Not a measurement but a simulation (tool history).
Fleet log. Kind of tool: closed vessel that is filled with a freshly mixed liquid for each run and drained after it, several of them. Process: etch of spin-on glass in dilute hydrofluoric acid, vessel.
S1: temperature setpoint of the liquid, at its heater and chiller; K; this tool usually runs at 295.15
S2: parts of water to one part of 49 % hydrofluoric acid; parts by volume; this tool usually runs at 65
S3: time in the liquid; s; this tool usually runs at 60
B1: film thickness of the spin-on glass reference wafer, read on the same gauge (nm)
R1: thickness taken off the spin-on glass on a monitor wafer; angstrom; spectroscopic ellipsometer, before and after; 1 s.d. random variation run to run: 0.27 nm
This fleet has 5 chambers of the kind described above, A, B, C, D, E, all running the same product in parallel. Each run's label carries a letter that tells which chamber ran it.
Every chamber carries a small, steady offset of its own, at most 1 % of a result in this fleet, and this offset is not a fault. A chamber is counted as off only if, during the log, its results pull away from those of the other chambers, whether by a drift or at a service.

run 1D day=0.279 | S1=295.15 S2=65 S3=60 | B1=79.991 | R1=410.85
run 2A day=0.550 | S1=295.15 S2=65 S3=60 | B1=80.002 | R1=410.94
run 3B day=0.858 | S1=295.15 S2=65 S3=60 | B1=79.997 | R1=416.84
run 4E day=1.108 | S1=295.15 S2=65 S3=60 | B1=79.966 | R1=420.07
run 5C day=1.333 | S1=295.15 S2=65 S3=60 | B1=79.996 | R1=413.99
run 6C day=1.525 | S1=295.15 S2=65 S3=60 | B1=80.008 | R1=414.21
run 7B day=1.817 | S1=299.65 S2=80 S3=60 | B1=80.032 | R1=396.69
run 8A day=2.158 | S1=299.65 S2=80 S3=60 | B1=80.007 | R1=393.42
run 9E day=2.438 | S1=299.65 S2=80 S3=60 | B1=80.000 | R1=398.71
run 10D day=2.812 | S1=299.65 S2=80 S3=60 | B1=80.012 | R1=395.17
run 11E day=2.979 | S1=299.65 S2=80 S3=60 | B1=80.013 | R1=401.35
run 12B day=3.217 | S1=295.15 S2=65 S3=60 | B1=79.981 | R1=418.26
run 13D day=3.454 | S1=295.15 S2=65 S3=60 | B1=80.026 | R1=412.33
run 14A day=3.696 | S1=295.15 S2=65 S3=60 | B1=80.018 | R1=408.66
run 15C day=3.983 | S1=295.15 S2=65 S3=60 | B1=79.979 | R1=414.36
run 16C day=4.188 | S1=295.15 S2=65 S3=60 | B1=79.981 | R1=413.20
run 17E day=4.421 | S1=295.15 S2=65 S3=60 | B1=80.011 | R1=418.60
run 18B day=4.783 | S1=295.15 S2=75 S3=40 | B1=80.020 | R1=238.06
run 19D day=5.025 | S1=295.15 S2=75 S3=40 | B1=79.960 | R1=237.40
run 20A day=5.375 | S1=295.15 S2=75 S3=40 | B1=79.977 | R1=242.64
run 21B day=5.758 | S1=295.15 S2=75 S3=40 | B1=79.952 | R1=235.29
-- day=5.838 chamber E: thermometer replaced
run 22E day=6.025 | S1=295.15 S2=75 S3=40 | B1=79.970 | R1=236.94
run 23D day=6.267 | S1=295.15 S2=65 S3=60 | B1=80.013 | R1=418.19
run 24A day=6.562 | S1=295.15 S2=65 S3=60 | B1=80.037 | R1=428.59
run 25C day=6.754 | S1=295.15 S2=65 S3=60 | B1=80.028 | R1=408.59
run 26B day=7.088 | S1=295.15 S2=65 S3=60 | B1=79.998 | R1=418.19
run 27D day=7.396 | S1=295.15 S2=65 S3=60 | B1=79.992 | R1=407.87
run 28C day=7.738 | S1=295.15 S2=65 S3=60 | B1=80.023 | R1=410.13
run 29A day=8.062 | S1=300.15 S2=65 S3=60 | B1=80.036 | R1=538.43
run 30E day=8.292 | S1=300.15 S2=65 S3=60 | B1=80.003 | R1=508.88
run 31C day=8.654 | S1=300.15 S2=65 S3=60 | B1=80.017 | R1=502.70

Next, every chamber runs the same settings. What will each give?
run 32A day=8.929 | S1=295.15 S2=65 S3=60 | R1=?
run 32B day=8.929 | S1=295.15 S2=65 S3=60 | R1=?
run 32C day=8.929 | S1=295.15 S2=65 S3=60 | R1=?
run 32D day=8.929 | S1=295.15 S2=65 S3=60 | R1=?
run 32E day=8.929 | S1=295.15 S2=65 S3=60 | R1=?

run=32A R1=444.94
run=32B R1=418.80
run=32C R1=412.00
run=32D R1=412.79
run=32E R1=416.93
